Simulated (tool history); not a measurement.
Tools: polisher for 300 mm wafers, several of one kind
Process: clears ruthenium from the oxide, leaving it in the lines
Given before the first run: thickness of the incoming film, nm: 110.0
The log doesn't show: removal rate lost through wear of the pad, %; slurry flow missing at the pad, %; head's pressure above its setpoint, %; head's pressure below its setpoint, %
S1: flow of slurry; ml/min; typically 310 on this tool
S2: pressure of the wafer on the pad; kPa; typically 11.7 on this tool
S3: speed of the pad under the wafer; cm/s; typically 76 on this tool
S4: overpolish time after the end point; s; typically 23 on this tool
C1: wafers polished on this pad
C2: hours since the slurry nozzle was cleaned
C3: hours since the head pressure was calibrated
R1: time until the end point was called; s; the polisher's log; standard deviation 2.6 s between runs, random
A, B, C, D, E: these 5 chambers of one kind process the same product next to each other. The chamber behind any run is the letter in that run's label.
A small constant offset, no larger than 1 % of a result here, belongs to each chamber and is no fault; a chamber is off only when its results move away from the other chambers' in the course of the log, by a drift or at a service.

| run | day | S1 | S2 | S3 | S4 | C1 | C2 | C3 | R1 |
|---|---|---|---|---|---|---|---|---|---|
|  | 0.146 | chamber B: slurry nozzle cleaned |
| 1B | 0.196 | 310 | 11.7 | 76 | 23 | 732 | 1.2 | 1312.1 | 176.92 |
| 2E | 0.592 | 310 | 11.7 | 76 | 23 | 377 | 414.7 | 197.6 | 180.78 |
|  | 0.650 | chamber A: worn pad replaced by a new one |
| 3D | 1.029 | 310 | 11.7 | 76 | 23 | 484 | 277.4 | 378.7 | 174.85 |
|  | 1.242 | chamber B: worn pad replaced by a new one |
| 4C | 1.446 | 310 | 11.7 | 76 | 23 | 1246 | 149.5 | 160.3 | 180.46 |
| 5A | 1.862 | 310 | 11.7 | 76 | 23 | 252 | 131.6 | 78.0 | 181.44 |
|  | 1.988 | chamber D: worn pad replaced by a new one |
| 6B | 2.162 | 310 | 11.7 | 76 | 23 | 191 | 48.4 | 1359.3 | 173.08 |
| 7A | 2.517 | 310 | 11.7 | 76 | 23 | 388 | 147.3 | 93.7 | 176.46 |
| 8C | 2.829 | 310 | 11.7 | 76 | 23 | 1534 | 182.7 | 193.5 | 181.37 |
|  | 2.988 | chamber C: worn pad replaced by a new one |
| 9E | 3.038 | 310 | 11.7 | 76 | 23 | 885 | 473.4 | 256.3 | 182.21 |
| 10D | 3.346 | 310 | 11.7 | 76 | 23 | 282 | 333.0 | 434.3 | 183.12 |
| 11C | 3.588 | 310 | 11.7 | 76 | 23 | 125 | 200.9 | 211.7 | 173.49 |
| 12A | 3.875 | 310 | 11.7 | 76 | 23 | 670 | 179.9 | 126.3 | 181.11 |
| 13D | 4.200 | 310 | 11.7 | 76 | 23 | 460 | 353.5 | 454.8 | 177.64 |
| 14E | 4.433 | 310 | 11.7 | 96 | 23 | 1175 | 506.9 | 289.8 | 143.73 |
| 15B | 4.829 | 310 | 11.7 | 96 | 23 | 745 | 112.4 | 1423.3 | 142.87 |
| 16C | 5.058 | 310 | 11.7 | 96 | 23 | 430 | 236.2 | 247.0 | 141.45 |
| 17E | 5.321 | 310 | 11.7 | 96 | 23 | 1360 | 528.2 | 311.1 | 141.80 |
|  | 5.417 | chamber B: head pressure recalibrated |
| 18B | 5.733 | 310 | 11.7 | 96 | 23 | 933 | 134.1 | 7.6 | 152.20 |
|  | 5.746 | chamber A: worn pad replaced by a new one |
|  | 5.754 | chamber E: worn pad replaced by a new one |
|  | 5.808 | chamber D: worn pad replaced by a new one |
|  | 5.825 | chamber B: worn pad replaced by a new one |
| 19D | 6.125 | 310 | 11.7 | 76 | 23 | 66 | 399.7 | 501.0 | 174.62 |
| 20A | 6.350 | 310 | 11.7 | 76 | 23 | 125 | 239.3 | 185.7 | 181.02 |
| 21D | 6.608 | 310 | 11.7 | 76 | 23 | 167 | 411.3 | 512.6 | 183.18 |
| 22B | 6.817 | 410 | 11.7 | 76 | 28 | 206 | 160.1 | 33.6 | 191.97 |
| 23E | 7.038 | 410 | 11.7 | 76 | 28 | 266 | 569.4 | 352.3 | 172.16 |
| 24C | 7.279 | 410 | 11.7 | 76 | 28 | 892 | 289.5 | 300.3 | 175.34 |
| 25A | 7.583 | 410 | 11.7 | 76 | 28 | 381 | 268.9 | 215.3 | 175.75 |
| 26C | 7.792 | 410 | 11.7 | 76 | 28 | 998 | 301.8 | 312.6 | 169.51 |
| 27E | 8.038 | 310 | 11.7 | 76 | 23 | 474 | 593.4 | 376.3 | 185.76 |
|  | 8.229 | chamber D: slurry nozzle cleaned |
| 28A | 8.454 | 310 | 11.7 | 76 | 23 | 562 | 289.8 | 236.2 | 178.04 |
| 29D | 8.688 | 310 | 11.7 | 54 | 23 | 598 | 11.0 | 562.5 | 249.21 |
|  | 8.933 | chamber E: head pressure recalibrated |
| 30B | 9.025 | 310 | 11.7 | 54 | 23 | 664 | 213.1 | 86.6 | 272.55 |
| 31E | 9.442 | 310 | 11.7 | 54 | 23 | 766 | 627.1 | 12.2 | 245.84 |
|  | 9.446 | chamber D: head pressure recalibrated |
|  | 9.812 | chamber D: worn pad replaced by a new one |
| 32A | 9.854 | 310 | 11.7 | 54 | 23 | 853 | 323.4 | 269.8 | 257.36 |
| 33D | 10.288 | 310 | 11.7 | 54 | 23 | 98 | 49.4 | 20.2 | 247.72 |

All chambers now run identical settings, listed one chamber a line with results as question marks. What results will each chamber show?
| 34A | 10.600 | 385 | 11.7 | 76 | 23 |  |  |  | ? |
| 34B | 10.600 | 385 | 11.7 | 76 | 23 |  |  |  | ? |
| 34C | 10.600 | 385 | 11.7 | 76 | 23 |  |  |  | ? |
| 34D | 10.600 | 385 | 11.7 | 76 | 23 |  |  |  | ? |
| 34E | 10.600 | 385 | 11.7 | 76 | 23 |  |  |  | ? |

| run | R1 |
|---|---|
| 34A | 181.12 |
| 34B | 189.67 |
| 34C | 172.84 |
| 34D | 175.00 |
| 34E | 177.36 |
